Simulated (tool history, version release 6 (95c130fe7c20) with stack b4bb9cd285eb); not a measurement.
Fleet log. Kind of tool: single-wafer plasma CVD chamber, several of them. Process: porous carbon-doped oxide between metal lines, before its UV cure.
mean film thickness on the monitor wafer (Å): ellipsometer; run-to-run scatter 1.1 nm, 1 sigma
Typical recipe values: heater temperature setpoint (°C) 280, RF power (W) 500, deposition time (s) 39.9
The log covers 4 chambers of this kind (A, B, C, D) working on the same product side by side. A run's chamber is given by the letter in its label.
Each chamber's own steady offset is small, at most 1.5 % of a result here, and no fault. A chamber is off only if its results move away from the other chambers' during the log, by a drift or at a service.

run	hour	heater temperature setpoint (°C)	RF power (W)	deposition time (s)	hours since the last thermocouple change	hours since the last RF generator calibration	read-back reference wafer on the same gauge, thickness_nm	mean film thickness on the monitor wafer (Å)
1D	6.9	280	500	39.9	438.3	326.3	219.98	2410.9
2A	10.9	280	500	39.9	1084.9	782.9	219.95	2440.8
3B	15.1	280	500	39.9	197.8	1749.1	220.14	2415.0
4C	21.2	280	500	39.9	1672.3	776.1	219.94	2408.9
5B	24.9	280	500	39.9	207.6	1758.9	220.03	2429.5
6D	28.2	280	500	39.9	459.6	347.6	219.95	2392.0
7A	32.9	280	500	39.9	1106.9	804.9	220.02	2436.8
8C	37.8	280	500	39.9	1688.9	792.7	220.04	2430.2
9A	42.0	280	500	39.9	1116.0	814.0	220.01	2452.2
10D	48.8	280	500	39.9	480.2	368.2	219.96	2388.9
11B	52.1	280	500	39.9	234.8	1786.1	219.74	2402.8
12C	58.4	280	500	39.9	1709.5	813.3	219.94	2416.9
13C	63.1	280	500	39.9	1714.2	818.0	220.14	2385.5
14A	67.2	280	500	39.9	1141.2	839.2	219.97	2438.3
15B	73.9	280	500	39.9	256.6	1807.9	219.89	2412.2
16D	79.5	280	500	39.9	510.9	398.9	219.93	2441.0
17A	82.9	280	500	39.9	1156.9	854.9	219.99	2430.8
18D	87.3	280	500	39.9	518.7	406.7	219.83	2413.8
19C	92.8	280	500	39.9	1743.9	847.7	220.12	2392.7
20B	96.2	280	415	39.9	278.9	1830.2	220.00	2098.0
21D	102.2	280	415	39.9	533.6	421.6	220.06	2111.1
22A	107.1	280	415	39.9	1181.1	879.1	219.70	2144.0
23B	110.2	280	415	39.9	292.9	1844.2	220.03	2103.8
24C	113.7	280	500	39.9	1764.8	868.6	220.04	2436.8
25A	120.2	280	500	39.9	1194.2	892.2	219.72	2442.1
26B	126.1	280	500	39.9	308.8	1860.1	219.77	2430.2
27D	130.0	280	580	39.9	561.4	449.4	220.15	2673.4

The same settings go to every chamber for the next run, one line per chamber below. Forecast the results for each:
28A	135.0	280	500	33.7				?
28B	135.0	280	500	33.7				?
28C	135.0	280	500	33.7				?
28D	135.0	280	500	33.7				?

run	mean film thickness on the monitor wafer (Å)
28A	2066.9
28B	2055.4
28C	2040.2
28D	2036.8

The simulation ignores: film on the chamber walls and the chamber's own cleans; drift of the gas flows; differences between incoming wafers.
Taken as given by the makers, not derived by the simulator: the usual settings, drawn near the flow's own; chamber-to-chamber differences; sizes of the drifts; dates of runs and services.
